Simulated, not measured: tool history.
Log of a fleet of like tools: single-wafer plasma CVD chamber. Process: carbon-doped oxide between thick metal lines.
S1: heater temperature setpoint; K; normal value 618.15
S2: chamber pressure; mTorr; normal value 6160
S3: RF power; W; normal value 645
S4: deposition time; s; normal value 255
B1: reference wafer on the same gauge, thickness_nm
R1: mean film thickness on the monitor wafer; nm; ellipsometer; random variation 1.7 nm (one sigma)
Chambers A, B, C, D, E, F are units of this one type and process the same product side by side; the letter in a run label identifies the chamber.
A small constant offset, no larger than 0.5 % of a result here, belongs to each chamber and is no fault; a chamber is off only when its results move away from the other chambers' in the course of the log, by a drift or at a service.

run 1B day=0.162 | S1=618.15 S2=6160 S3=645 S4=255 | B1=1630.1 | R1=1560.7
run 2E day=0.292 | S1=618.15 S2=6160 S3=645 S4=255 | B1=1629.5 | R1=1551.1
run 3C day=0.479 | S1=618.15 S2=6160 S3=645 S4=255 | B1=1629.8 | R1=1556.9
run 4A day=0.608 | S1=618.15 S2=6160 S3=645 S4=255 | B1=1629.8 | R1=1554.7
run 5F day=0.788 | S1=618.15 S2=6160 S3=645 S4=255 | B1=1628.8 | R1=1556.1
run 6D day=0.933 | S1=618.15 S2=6160 S3=645 S4=255 | B1=1629.4 | R1=1558.0
run 7F day=1.071 | S1=618.15 S2=6160 S3=645 S4=255 | B1=1628.7 | R1=1557.9
run 8E day=1.212 | S1=618.15 S2=6160 S3=645 S4=255 | B1=1628.9 | R1=1551.5
run 9C day=1.400 | S1=618.15 S2=6160 S3=645 S4=255 | B1=1628.4 | R1=1556.9
run 10D day=1.583 | S1=618.15 S2=6160 S3=645 S4=255 | B1=1628.3 | R1=1556.7
run 11A day=1.717 | S1=618.15 S2=6160 S3=755 S4=285 | B1=1628.4 | R1=1899.7
run 12B day=1.892 | S1=618.15 S2=6160 S3=755 S4=285 | B1=1628.3 | R1=1910.8
run 13B day=2.100 | S1=618.15 S2=6160 S3=755 S4=285 | B1=1627.8 | R1=1912.1
run 14C day=2.262 | S1=618.15 S2=6160 S3=755 S4=285 | B1=1627.5 | R1=1909.9
run 15F day=2.496 | S1=618.15 S2=6160 S3=755 S4=285 | B1=1627.3 | R1=1904.4
run 16A day=2.717 | S1=618.15 S2=6160 S3=755 S4=285 | B1=1627.2 | R1=1903.0
run 17D day=2.825 | S1=618.15 S2=6160 S3=645 S4=255 | B1=1627.1 | R1=1556.8
run 18E day=3.042 | S1=618.15 S2=6160 S3=645 S4=255 | B1=1626.8 | R1=1548.9
run 19B day=3.275 | S1=618.15 S2=6160 S3=645 S4=255 | B1=1626.3 | R1=1559.3
run 20F day=3.429 | S1=618.15 S2=6160 S3=645 S4=255 | B1=1626.4 | R1=1555.9
run 21D day=3.542 | S1=618.15 S2=6160 S3=645 S4=255 | B1=1626.1 | R1=1554.9
run 22A day=3.688 | S1=618.15 S2=6160 S3=645 S4=255 | B1=1625.7 | R1=1551.9
run 23E day=3.908 | S1=618.15 S2=6160 S3=645 S4=255 | B1=1625.7 | R1=1549.4
run 24C day=4.096 | S1=618.15 S2=6160 S3=645 S4=255 | B1=1626.0 | R1=1551.7
run 25F day=4.204 | S1=618.15 S2=6160 S3=645 S4=255 | B1=1625.6 | R1=1551.5
run 26D day=4.429 | S1=618.15 S2=6160 S3=645 S4=255 | B1=1625.1 | R1=1557.5
run 27B day=4.604 | S1=618.15 S2=6160 S3=645 S4=255 | B1=1624.7 | R1=1557.2
run 28C day=4.738 | S1=618.15 S2=6160 S3=590 S4=255 | B1=1624.5 | R1=1469.3
run 29A day=4.871 | S1=618.15 S2=6160 S3=590 S4=255 | B1=1625.4 | R1=1468.7
run 30E day=5.025 | S1=618.15 S2=6160 S3=590 S4=255 | B1=1624.9 | R1=1466.0
run 31C day=5.142 | S1=618.15 S2=6160 S3=590 S4=255 | B1=1624.3 | R1=1471.3
run 32F day=5.271 | S1=618.15 S2=6160 S3=590 S4=255 | B1=1624.2 | R1=1474.1
run 33E day=5.500 | S1=618.15 S2=6160 S3=590 S4=255 | B1=1623.5 | R1=1466.9
run 34B day=5.738 | S1=618.15 S2=6160 S3=645 S4=255 | B1=1623.9 | R1=1558.9
run 35A day=5.912 | S1=618.15 S2=6160 S3=645 S4=255 | B1=1623.5 | R1=1552.4
run 36D day=6.138 | S1=618.15 S2=6160 S3=645 S4=255 | B1=1623.1 | R1=1553.9
run 37F day=6.312 | S1=618.15 S2=6160 S3=645 S4=255 | B1=1623.3 | R1=1552.1
run 38D day=6.425 | S1=618.15 S2=6160 S3=645 S4=255 | B1=1622.9 | R1=1554.2

Which is it: a chamber that has drifted or been left off by a service, a gauge drift common to all chambers, or only each chamber's usual small offset? If a chamber is off, name it and its likeliest cause.

It is the gauge, not a chamber: its drift shows up in every chamber's results at once, and no chamber is off.
Cause: gauge reads low (%) = 0.439.
